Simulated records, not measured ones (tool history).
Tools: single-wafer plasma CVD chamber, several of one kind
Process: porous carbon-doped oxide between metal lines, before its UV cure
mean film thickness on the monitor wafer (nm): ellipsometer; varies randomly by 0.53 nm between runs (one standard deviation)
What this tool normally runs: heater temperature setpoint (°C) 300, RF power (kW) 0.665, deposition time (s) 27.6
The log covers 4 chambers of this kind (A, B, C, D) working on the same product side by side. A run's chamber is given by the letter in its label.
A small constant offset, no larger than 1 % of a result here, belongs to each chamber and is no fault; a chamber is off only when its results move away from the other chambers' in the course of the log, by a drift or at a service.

run	hour	heater temperature setpoint (°C)	RF power (kW)	deposition time (s)	hours since the last thermocouple change	hours since the last RF generator calibration	read-back reference wafer on the same gauge, thickness_nm	mean film thickness on the monitor wafer (nm)
1A	11	300	0.665	27.6	263.3	864.4	174.99	178.13
2B	16.2	300	0.665	27.6	1351.1	2226.4	174.95	179.38
3C	23.6	300	0.665	27.6	1628.1	194.7	175.07	181.41
4D	30.3	300	0.665	27.6	133.4	819.4	174.96	179.54
5A	37.7	300	0.665	27.6	290	891.1	174.95	179.89
6B	45.1	300	0.665	27.6	1380	2255.3	175	179.26
7D	55.5	305	0.665	31.6	158.6	844.6	175.11	198.91
8C	64.9	305	0.665	31.6	1669.4	236	175.05	200.55
9B	75.7	305	0.665	31.6	1410.6	2285.9	174.99	199.25
10C	82.1	305	0.665	31.6	1686.6	253.2	175.14	201.67
11D	92.8	300	0.665	27.6	195.9	881.9	175.02	179.57
12A	101	300	0.665	27.6	353.3	954.4	175.02	179.04
13D	109.1	300	0.665	27.6	212.2	898.2	174.98	178.99
14C	115.5	300	0.665	27.6	1720	286.6	175.08	181.56
# hour 116.3: chamber B: RF generator calibrated
15B	126.1	300	0.665	27.6	1461	9.8	175.04	179.44
# hour 127.2: chamber C: thermocouple changed; heater temperature recalibrated
16A	135.9	300	0.665	27.6	388.2	989.3	175.07	179.35
17B	145.5	300	0.665	27.6	1480.4	29.2	174.94	180.21
18C	151.6	300	0.665	27.6	24.4	322.7	174.88	187.99
19D	157.6	291	0.665	24.6	260.7	946.7	175.04	168.96
20A	165.6	291	0.665	24.6	417.9	1019	174.99	168.82
21C	176.2	291	0.665	24.6	49	347.3	175	176.76
# hour 184.4: chamber A: RF generator calibrated
22B	185.5	291	0.665	24.6	1520.4	69.2	174.92	169.47
23A	195.5	300	0.665	27.6	447.8	11.2	175.01	180.03
24D	204.7	300	0.665	27.6	307.8	993.8	175.09	179.37
25C	214.3	300	0.595	27.6	87.1	385.4	175.01	175.27
26D	222.1	300	0.595	27.6	325.2	1011.2	175.06	167.58
27B	233.3	300	0.595	27.6	1568.2	117	174.86	167.18
28A	245.2	300	0.595	27.6	497.5	60.9	174.92	168.39
29C	251.2	300	0.665	27.6	124	422.3	175.01	188.59
30D	260.6	312	0.665	23.2	363.7	1049.7	175	142.42
31A	268.3	312	0.665	23.2	520.6	84	174.99	142.88
32B	275.9	312	0.665	23.2	1610.8	159.6	175.04	142.37
33B	282.3	312	0.665	23.2	1617.2	166	174.98	142.4
34D	292.1	300	0.665	27.6	395.2	1081.2	174.8	180.84
35C	301	300	0.665	27.6	173.8	472.1	174.98	187.83

Is one chamber off against the others, does the gauge drift, or is nothing wrong? If a chamber is off, say which, and what the likeliest cause is.

The work done on chamber C during a service left it standing apart from the others.
Most likely cause: wafer temperature below the value expected at the setpoint (K) = 5.58.

Here are 4 candidates for chamber C's next run, each the usual settings with a change, their results left as question marks. Which one brings its results back in line with what the others give on the usual settings?
Counts as in line when no further than this from what the other chambers average on the usual settings: mean film thickness on the monitor wafer (nm) 1.8
36C-1	309.6	299	0.665	28.6				?
36C-2	309.6	304	0.615	27.6				?
36C-3	309.6	300	0.665	26.4				?
36C-4	309.6	288	0.665	27.6				?

The other chambers' mean on the usual settings: mean film thickness on the monitor wafer (nm) 179.81
run	mean film thickness on the monitor wafer (nm)
36C-1	195.47
36C-2	174.15
36C-3	179.81
36C-4	202.17
It is 36C-3 that realigns the chamber with its peers.

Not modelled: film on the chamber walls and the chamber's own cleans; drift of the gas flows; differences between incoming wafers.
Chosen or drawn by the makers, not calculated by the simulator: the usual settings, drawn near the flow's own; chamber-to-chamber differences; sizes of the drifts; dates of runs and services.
